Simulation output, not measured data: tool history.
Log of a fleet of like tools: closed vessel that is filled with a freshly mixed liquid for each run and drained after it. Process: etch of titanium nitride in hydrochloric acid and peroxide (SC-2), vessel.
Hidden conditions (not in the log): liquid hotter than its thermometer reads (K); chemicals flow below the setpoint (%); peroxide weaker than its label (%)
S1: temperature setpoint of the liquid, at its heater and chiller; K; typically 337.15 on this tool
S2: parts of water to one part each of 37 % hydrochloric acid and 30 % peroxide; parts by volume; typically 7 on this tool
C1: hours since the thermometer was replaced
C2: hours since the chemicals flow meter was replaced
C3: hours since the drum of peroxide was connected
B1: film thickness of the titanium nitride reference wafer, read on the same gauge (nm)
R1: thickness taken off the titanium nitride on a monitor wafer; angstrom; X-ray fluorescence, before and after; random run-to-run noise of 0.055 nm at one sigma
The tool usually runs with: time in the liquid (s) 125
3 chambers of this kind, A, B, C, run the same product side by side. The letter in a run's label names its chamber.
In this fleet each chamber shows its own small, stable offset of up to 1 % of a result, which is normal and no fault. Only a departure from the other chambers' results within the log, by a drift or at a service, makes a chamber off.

Run 1B, hour 4.2: usual settings; C1 1358.9; C2 1175.1; C3 1007.1; B1 69.982. Result: R1 75.761 angstrom.
Run 2C, hour 10: usual settings; C1 1994; C2 317.4; C3 500.5; B1 70.013. Result: R1 74.904 angstrom.
At hour 12.3: chamber B: chemicals flow meter replaced.
Run 3A, hour 16.7: usual settings; C1 442.9; C2 1284.3; C3 496.3; B1 69.949. Result: R1 76.448 angstrom.
Run 4B, hour 21.1: usual settings; C1 1375.8; C2 8.9; C3 1024; B1 69.982. Result: R1 75.688 angstrom.
Run 5C, hour 27.9: usual settings; C1 2011.9; C2 335.3; C3 518.4; B1 70.032. Result: R1 75.513 angstrom.
Run 6A, hour 33.9: usual settings; C1 460.1; C2 1301.5; C3 513.5; B1 70.03. Result: R1 77.538 angstrom.
Run 7A, hour 37.3: usual settings; C1 463.5; C2 1304.9; C3 516.9; B1 69.97. Result: R1 76.835 angstrom.
Run 8B, hour 42.1: usual settings; C1 1396.8; C2 29.9; C3 1045; B1 70.01. Result: R1 75.868 angstrom.
Run 9C, hour 48.4: usual settings; C1 2032.4; C2 355.8; C3 538.9; B1 70.036. Result: R1 75.991 angstrom.
Run 10A, hour 53.4: usual settings; C1 479.6; C2 1321; C3 533; B1 70.01. Result: R1 75.51 angstrom.
Run 11B, hour 59.5: usual settings; C1 1414.2; C2 47.3; C3 1062.4; B1 69.996. Result: R1 76.235 angstrom.
Run 12C, hour 65: usual settings but S1 328.15 K; C1 2049; C2 372.4; C3 555.5; B1 70.019. Result: R1 42.308 angstrom.
Run 13A, hour 71.3: usual settings but S1 328.15 K; C1 497.5; C2 1338.9; C3 550.9; B1 70.038. Result: R1 43.616 angstrom.
Run 14C, hour 75.3: usual settings but S1 328.15 K; C1 2059.3; C2 382.7; C3 565.8; B1 69.979. Result: R1 43.226 angstrom.
Run 15B, hour 78.8: usual settings; C1 1433.5; C2 66.6; C3 1081.7; B1 70.02. Result: R1 75.774 angstrom.
Run 16B, hour 82.6: usual settings; C1 1437.3; C2 70.4; C3 1085.5; B1 69.994. Result: R1 76.21 angstrom.
Run 17A, hour 87: usual settings; C1 513.2; C2 1354.6; C3 566.6; B1 70.042. Result: R1 76.13 angstrom.
Run 18C, hour 92.8: usual settings; C1 2076.8; C2 400.2; C3 583.3; B1 69.998. Result: R1 76.115 angstrom.
Run 19B, hour 98.9: usual settings; C1 1453.6; C2 86.7; C3 1101.8; B1 70.018. Result: R1 75.299 angstrom.
Run 20A, hour 102.5: usual settings but S1 340.65 K, S2 9.5 parts by volume; C1 528.7; C2 1370.1; C3 582.1; B1 70.026. Result: R1 73.086 angstrom.
Run 21C, hour 109.1: usual settings but S1 340.65 K, S2 9.5 parts by volume; C1 2093.1; C2 416.5; C3 599.6; B1 69.928. Result: R1 74.952 angstrom.
Run 22B, hour 113.8: usual settings but S1 340.65 K, S2 9.5 parts by volume; C1 1468.5; C2 101.6; C3 1116.7; B1 69.977. Result: R1 73.292 angstrom.
Run 23A, hour 118.3: usual settings but S1 345.15 K, S2 4.5 parts by volume; C1 544.5; C2 1385.9; C3 597.9; B1 70.009. Result: R1 170.53 angstrom.
Run 24C, hour 121.4: usual settings but S1 345.15 K, S2 4.5 parts by volume; C1 2105.4; C2 428.8; C3 611.9; B1 70.019. Result: R1 169.53 angstrom.
Run 25B, hour 127.8: usual settings but S1 345.15 K, S2 4.5 parts by volume; C1 1482.5; C2 115.6; C3 1130.7; B1 70.017. Result: R1 168.91 angstrom.

Decide between three cases: one chamber stands off from its peers, the gauge reading all wafers drifts, or nothing is wrong past each chamber's small offset. Where a chamber is off, say which and what most likely put it there.

Beyond each chamber's small constant offset nothing stands out, and the gauge stays steady.
